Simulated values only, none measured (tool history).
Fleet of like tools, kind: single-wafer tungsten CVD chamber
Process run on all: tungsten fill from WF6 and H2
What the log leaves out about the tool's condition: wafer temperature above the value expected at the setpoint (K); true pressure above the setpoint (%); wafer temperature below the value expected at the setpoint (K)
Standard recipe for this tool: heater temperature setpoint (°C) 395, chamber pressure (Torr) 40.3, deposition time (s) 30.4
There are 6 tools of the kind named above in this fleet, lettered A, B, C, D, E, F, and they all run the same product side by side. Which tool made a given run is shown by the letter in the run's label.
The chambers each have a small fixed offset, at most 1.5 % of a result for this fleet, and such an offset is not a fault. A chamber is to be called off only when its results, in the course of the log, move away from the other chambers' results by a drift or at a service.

run,hour,heater temperature setpoint (°C),chamber pressure (Torr),deposition time (s),hours since the last thermocouple change,hours since the last manometer calibration,"read-back reference wafer on the same gauge, thickness_nm",mean film thickness on the monitor wafer (angstrom)
1F,2.6,395,40.3,30.4,992.1,1010.3,103.26,929.26
2B,5.4,395,40.3,30.4,1888.1,2303,103.19,927.34
3A,8.8,395,40.3,30.4,921,551.4,103.21,923.33
4E,11.6,395,40.3,30.4,147.4,190.9,103.16,924.81
5C,14.5,395,40.3,30.4,892,513.2,103.16,917.36
6D,16.6,395,40.3,27.8,186.8,322.3,103.2,841.44
7D,20.6,395,40.3,27.8,190.8,326.3,103.23,842.42
# hour 22.1: chamber F: capacitance manometer re-zeroed and calibrated
8C,24.1,395,40.3,27.8,901.6,522.8,103.2,834.71
9E,27.5,395,40.3,27.8,163.3,206.8,103.23,841.09
10A,30.3,395,40.3,27.8,942.5,572.9,103.2,844.92
11B,32.6,395,40.3,27.8,1915.3,2330.2,103.2,842.63
12F,36.5,395,40.3,30.4,1026,14.5,103.19,927.2
13D,38.8,395,40.3,30.4,209,344.5,103.16,917.65
14F,40.8,395,40.3,30.4,1030.3,18.8,103.13,930.14
15E,43.9,395,40.3,30.4,179.7,223.2,103.2,926.32
16B,47.2,395,40.3,30.4,1929.9,2344.8,103.23,920.48
17A,50.6,395,40.3,30.4,962.8,593.2,103.26,920.46
18C,54.6,395,40.3,30.4,932.1,553.3,103.22,917.65
19C,58.1,395,40.3,30.4,935.6,556.8,103.19,913.67
20B,60.9,395,40.3,30.4,1943.6,2358.5,103.11,920.83
21E,63.3,395,40.3,30.4,199.1,242.6,103.21,927.85
22F,65.5,395,40.3,30.4,1055,43.5,103.2,924.61
23A,69.4,387,40.3,26.6,981.6,612,103.22,694.98
24D,72,387,40.3,26.6,242.2,377.7,103.16,685.92
25E,74,387,40.3,26.6,209.8,253.3,103.2,695.37
26C,76.2,387,40.3,26.6,953.7,574.9,103.22,685.71
27A,78.8,387,40.3,26.6,991,621.4,103.15,702.34
28B,81.6,387,40.3,26.6,1964.3,2379.2,103.16,692.46
29D,83.6,395,40.3,30.4,253.8,389.3,103.13,924.61
30F,87.3,395,40.3,30.4,1076.8,65.3,103.18,925.67
31B,90.5,395,40.3,30.4,1973.2,2388.1,103.23,923.56
32E,94.2,395,40.3,30.4,230,273.5,103.17,922.12
33C,97.8,395,40.3,30.4,975.3,596.5,103.13,915.78
34A,101.8,395,40.3,30.4,1014,644.4,103.19,932.43
35D,105.9,395,40.3,30.4,276.1,411.6,103.25,925.94
36F,108,395,40.3,30.4,1097.5,86,103.17,923.93
37C,111.6,395,40.3,30.4,989.1,610.3,103.23,911.12
38D,114.8,395,40.3,30.4,285,420.5,103.13,920.35
39A,117.2,395,40.3,30.4,1029.4,659.8,103.14,943.44
40B,120.6,395,40.3,30.4,2003.3,2418.2,103.13,922.76
41E,123.2,395,40.3,30.4,259,302.5,103.21,924.92
42F,125.7,395,40.3,30.4,1115.2,103.7,103.29,924.4

Decide between three cases: one chamber stands off from its peers, the gauge reading all wafers drifts, or nothing is wrong past each chamber's small offset. Where a chamber is off, say which and what most likely put it there.

It is chamber A that slowly wanders off from its peers.
Cause: true pressure above the setpoint (%) = 4.54.
The log might look much the same if the cause were instead: wafer temperature above the value expected at the setpoint (K).

Below are 4 candidate recipes for chamber A's next run, each the usual settings with a change, their results shown as question marks. Which of them brings A's results back in line with what the other chambers give on the usual settings?
Maximum distance from the other chambers' mean on the usual settings for a result to count as in line: mean film thickness on the monitor wafer (angstrom) 11
43A-1,128.8,395,39.2,29.3,,,,?
43A-2,128.8,395,38.3,30.4,,,,?
43A-3,128.8,395,40.3,31.9,,,,?
43A-4,128.8,395,42.3,30.4,,,,?

On the usual settings, the other chambers give on average: mean film thickness on the monitor wafer (angstrom) 922.21
run,mean film thickness on the monitor wafer (angstrom)
43A-1,896.24
43A-2,919.95
43A-3,988.84
43A-4,963.66
The right change is 43A-2: it brings the chamber back within the allowed miss of the others.
